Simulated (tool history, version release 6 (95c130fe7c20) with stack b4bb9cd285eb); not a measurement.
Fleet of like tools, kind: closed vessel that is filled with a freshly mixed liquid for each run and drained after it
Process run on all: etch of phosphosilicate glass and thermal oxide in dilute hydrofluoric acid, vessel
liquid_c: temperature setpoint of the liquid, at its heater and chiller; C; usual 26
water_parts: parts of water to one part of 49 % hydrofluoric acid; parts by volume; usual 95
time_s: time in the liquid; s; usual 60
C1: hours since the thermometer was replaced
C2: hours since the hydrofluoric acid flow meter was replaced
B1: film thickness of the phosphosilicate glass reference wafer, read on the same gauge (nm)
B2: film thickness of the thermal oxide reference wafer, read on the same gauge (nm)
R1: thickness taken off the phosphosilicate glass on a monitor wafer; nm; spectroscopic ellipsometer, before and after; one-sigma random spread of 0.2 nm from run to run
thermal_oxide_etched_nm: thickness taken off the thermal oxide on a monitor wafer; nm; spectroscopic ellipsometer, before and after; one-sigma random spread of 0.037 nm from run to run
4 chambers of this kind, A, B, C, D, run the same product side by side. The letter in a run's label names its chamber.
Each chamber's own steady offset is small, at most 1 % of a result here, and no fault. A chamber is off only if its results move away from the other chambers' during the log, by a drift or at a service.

{"run": "1A", "day": 0.467, "liquid_c": 26, "water_parts": 95, "time_s": 60, "C1": 2351.2, "C2": 502.5, "B1": 100.02, "B2": 99.997, "R1": 64.669, "thermal_oxide_etched_nm": 3.369}
{"day": 0.862, "done": "chamber B: thermometer replaced"}
{"run": "2C", "day": 0.942, "liquid_c": 26, "water_parts": 95, "time_s": 60, "C1": 396.4, "C2": 283.2, "B1": 100.02, "B2": 99.987, "R1": 65.353, "thermal_oxide_etched_nm": 3.4736}
{"run": "3B", "day": 1.329, "liquid_c": 26, "water_parts": 95, "time_s": 60, "C1": 11.2, "C2": 1112.4, "B1": 100, "B2": 100.01, "R1": 65.396, "thermal_oxide_etched_nm": 3.3707}
{"run": "4D", "day": 1.571, "liquid_c": 26, "water_parts": 95, "time_s": 60, "C1": 689.4, "C2": 982.1, "B1": 100.04, "B2": 100, "R1": 64.986, "thermal_oxide_etched_nm": 3.369}
{"run": "5D", "day": 1.992, "liquid_c": 26, "water_parts": 95, "time_s": 60, "C1": 699.5, "C2": 992.2, "B1": 99.967, "B2": 99.991, "R1": 64.901, "thermal_oxide_etched_nm": 3.408}
{"run": "6B", "day": 2.3, "liquid_c": 26, "water_parts": 95, "time_s": 60, "C1": 34.5, "C2": 1135.7, "B1": 100, "B2": 100.01, "R1": 65.195, "thermal_oxide_etched_nm": 3.4549}
{"run": "7C", "day": 2.683, "liquid_c": 26, "water_parts": 95, "time_s": 60, "C1": 438.2, "C2": 325, "B1": 99.998, "B2": 100, "R1": 64.903, "thermal_oxide_etched_nm": 3.4833}
{"run": "8A", "day": 3.025, "liquid_c": 26, "water_parts": 95, "time_s": 60, "C1": 2412.6, "C2": 563.9, "B1": 99.979, "B2": 99.991, "R1": 64.748, "thermal_oxide_etched_nm": 3.4305}
{"day": 3.071, "done": "chamber B: hydrofluoric acid flow meter replaced"}
{"run": "9D", "day": 3.275, "liquid_c": 26, "water_parts": 95, "time_s": 60, "C1": 730.3, "C2": 1023, "B1": 100.05, "B2": 100.02, "R1": 65.532, "thermal_oxide_etched_nm": 3.4665}
{"run": "10A", "day": 3.579, "liquid_c": 26, "water_parts": 95, "time_s": 60, "C1": 2425.9, "C2": 577.2, "B1": 99.994, "B2": 100.01, "R1": 64.771, "thermal_oxide_etched_nm": 3.497}
{"run": "11C", "day": 3.862, "liquid_c": 26, "water_parts": 95, "time_s": 60, "C1": 466.5, "C2": 353.3, "B1": 99.972, "B2": 100.01, "R1": 65.314, "thermal_oxide_etched_nm": 3.4413}
{"run": "12B", "day": 4.296, "liquid_c": 26, "water_parts": 95, "time_s": 60, "C1": 82.4, "C2": 29.4, "B1": 100.03, "B2": 99.974, "R1": 65.424, "thermal_oxide_etched_nm": 3.4156}
{"run": "13B", "day": 4.742, "liquid_c": 26, "water_parts": 95, "time_s": 60, "C1": 93.1, "C2": 40.1, "B1": 99.997, "B2": 99.989, "R1": 65.805, "thermal_oxide_etched_nm": 3.4846}
{"run": "14D", "day": 5.204, "liquid_c": 26, "water_parts": 95, "time_s": 60, "C1": 776.6, "C2": 1069.3, "B1": 99.991, "B2": 100.02, "R1": 65.146, "thermal_oxide_etched_nm": 3.4458}
{"run": "15A", "day": 5.692, "liquid_c": 26, "water_parts": 95, "time_s": 60, "C1": 2476.6, "C2": 627.9, "B1": 99.974, "B2": 100, "R1": 64.594, "thermal_oxide_etched_nm": 3.4863}
{"run": "16C", "day": 6.067, "liquid_c": 26, "water_parts": 95, "time_s": 60, "C1": 519.4, "C2": 406.2, "B1": 100.02, "B2": 100, "R1": 65.36, "thermal_oxide_etched_nm": 3.4904}
{"run": "17D", "day": 6.558, "liquid_c": 26, "water_parts": 95, "time_s": 60, "C1": 809.1, "C2": 1101.8, "B1": 99.938, "B2": 99.986, "R1": 65.232, "thermal_oxide_etched_nm": 3.3487}
{"run": "18C", "day": 6.875, "liquid_c": 26, "water_parts": 95, "time_s": 60, "C1": 538.8, "C2": 425.6, "B1": 100.03, "B2": 99.994, "R1": 65.228, "thermal_oxide_etched_nm": 3.4594}
{"day": 6.892, "done": "chamber D: hydrofluoric acid flow meter replaced"}
{"run": "19A", "day": 7.158, "liquid_c": 26, "water_parts": 95, "time_s": 60, "C1": 2511.8, "C2": 663.1, "B1": 99.98, "B2": 100.01, "R1": 64.34, "thermal_oxide_etched_nm": 3.4198}
{"day": 7.179, "done": "chamber A: thermometer replaced"}
{"run": "20B", "day": 7.475, "liquid_c": 26, "water_parts": 95, "time_s": 60, "C1": 158.7, "C2": 105.7, "B1": 99.995, "B2": 99.984, "R1": 65.566, "thermal_oxide_etched_nm": 3.4496}
{"run": "21A", "day": 7.808, "liquid_c": 23, "water_parts": 95, "time_s": 60, "C1": 15.2, "C2": 678.7, "B1": 99.997, "B2": 100.01, "R1": 57.7, "thermal_oxide_etched_nm": 3.0603}
{"run": "22C", "day": 8.158, "liquid_c": 23, "water_parts": 95, "time_s": 60, "C1": 569.6, "C2": 456.4, "B1": 99.977, "B2": 100, "R1": 57.811, "thermal_oxide_etched_nm": 3.0714}
{"run": "23B", "day": 8.579, "liquid_c": 23, "water_parts": 95, "time_s": 60, "C1": 185.2, "C2": 132.2, "B1": 100.01, "B2": 99.998, "R1": 58.032, "thermal_oxide_etched_nm": 3.0649}
{"run": "24D", "day": 9.021, "liquid_c": 23, "water_parts": 95, "time_s": 60, "C1": 868.2, "C2": 51.2, "B1": 99.977, "B2": 100.01, "R1": 57.625, "thermal_oxide_etched_nm": 3.0483}
{"run": "25C", "day": 9.242, "liquid_c": 26, "water_parts": 95, "time_s": 60, "C1": 595.6, "C2": 482.4, "B1": 99.999, "B2": 99.975, "R1": 65.282, "thermal_oxide_etched_nm": 3.4156}
{"run": "26B", "day": 9.512, "liquid_c": 26, "water_parts": 95, "time_s": 60, "C1": 207.6, "C2": 154.6, "B1": 99.989, "B2": 100.02, "R1": 65.415, "thermal_oxide_etched_nm": 3.4368}
{"run": "27D", "day": 9.875, "liquid_c": 26, "water_parts": 95, "time_s": 60, "C1": 888.7, "C2": 71.7, "B1": 99.965, "B2": 99.988, "R1": 65.076, "thermal_oxide_etched_nm": 3.4293}
{"run": "28A", "day": 10.179, "liquid_c": 26, "water_parts": 95, "time_s": 60, "C1": 72.1, "C2": 735.6, "B1": 99.988, "B2": 100.01, "R1": 64.419, "thermal_oxide_etched_nm": 3.4338}
{"run": "29A", "day": 10.654, "liquid_c": 26, "water_parts": 50, "time_s": 85, "C1": 83.5, "C2": 747, "B1": 100.01, "B2": 100.01, "R1": 184.69, "thermal_oxide_etched_nm": 9.7212}
{"run": "30D", "day": 10.875, "liquid_c": 26, "water_parts": 50, "time_s": 85, "C1": 912.7, "C2": 95.7, "B1": 99.975, "B2": 100, "R1": 187.13, "thermal_oxide_etched_nm": 9.8643}
{"run": "31C", "day": 11.333, "liquid_c": 26, "water_parts": 50, "time_s": 85, "C1": 645.8, "C2": 532.6, "B1": 99.977, "B2": 99.973, "R1": 188.91, "thermal_oxide_etched_nm": 10.044}
{"run": "32B", "day": 11.717, "liquid_c": 26, "water_parts": 50, "time_s": 85, "C1": 260.5, "C2": 207.5, "B1": 99.931, "B2": 99.992, "R1": 189.74, "thermal_oxide_etched_nm": 10.145}
{"run": "33D", "day": 11.992, "liquid_c": 26, "water_parts": 140, "time_s": 60, "C1": 939.5, "C2": 122.5, "B1": 100.01, "B2": 99.999, "R1": 41.525, "thermal_oxide_etched_nm": 2.1816}
{"run": "34B", "day": 12.425, "liquid_c": 26, "water_parts": 140, "time_s": 60, "C1": 277.5, "C2": 224.5, "B1": 100.02, "B2": 100.01, "R1": 41.561, "thermal_oxide_etched_nm": 2.2126}
{"run": "35A", "day": 12.671, "liquid_c": 26, "water_parts": 140, "time_s": 60, "C1": 131.9, "C2": 795.4, "B1": 99.997, "B2": 100.01, "R1": 41.63, "thermal_oxide_etched_nm": 2.1634}
{"day": 12.967, "done": "chamber A: hydrofluoric acid flow meter replaced"}
{"run": "36C", "day": 13.067, "liquid_c": 26, "water_parts": 140, "time_s": 60, "C1": 687.4, "C2": 574.2, "B1": 99.983, "B2": 100.02, "R1": 41.723, "thermal_oxide_etched_nm": 2.1921}
{"run": "37D", "day": 13.542, "liquid_c": 26, "water_parts": 95, "time_s": 60, "C1": 976.7, "C2": 159.7, "B1": 99.998, "B2": 100.02, "R1": 65.048, "thermal_oxide_etched_nm": 3.3979}
{"run": "38B", "day": 13.8, "liquid_c": 30, "water_parts": 65, "time_s": 60, "C1": 310.5, "C2": 257.5, "B1": 99.989, "B2": 100.01, "R1": 117.23, "thermal_oxide_etched_nm": 6.1594}
{"run": "39C", "day": 14.038, "liquid_c": 30, "water_parts": 65, "time_s": 60, "C1": 710.7, "C2": 597.5, "B1": 99.983, "B2": 99.997, "R1": 116.55, "thermal_oxide_etched_nm": 6.0891}
{"run": "40A", "day": 14.292, "liquid_c": 30, "water_parts": 65, "time_s": 60, "C1": 170.8, "C2": 31.9, "B1": 100.02, "B2": 99.993, "R1": 114.74, "thermal_oxide_etched_nm": 6.1812}
{"run": "41B", "day": 14.779, "liquid_c": 30, "water_parts": 65, "time_s": 60, "C1": 334, "C2": 281, "B1": 100, "B2": 99.986, "R1": 117.47, "thermal_oxide_etched_nm": 6.1963}
{"run": "42D", "day": 15.242, "liquid_c": 26, "water_parts": 95, "time_s": 60, "C1": 1017.5, "C2": 200.5, "B1": 99.988, "B2": 99.993, "R1": 64.934, "thermal_oxide_etched_nm": 3.4143}
{"run": "43C", "day": 15.517, "liquid_c": 26, "water_parts": 95, "time_s": 60, "C1": 746.2, "C2": 633, "B1": 99.987, "B2": 100.01, "R1": 65.148, "thermal_oxide_etched_nm": 3.4447}

Has any chamber moved away from the others, gradually or after a service, or does the common gauge drift, or do the chambers differ only by their own small steady offsets? State the chamber and the most likely cause if one applies.

All chambers stay in line apart from their small fixed offsets, and the gauge does not drift.
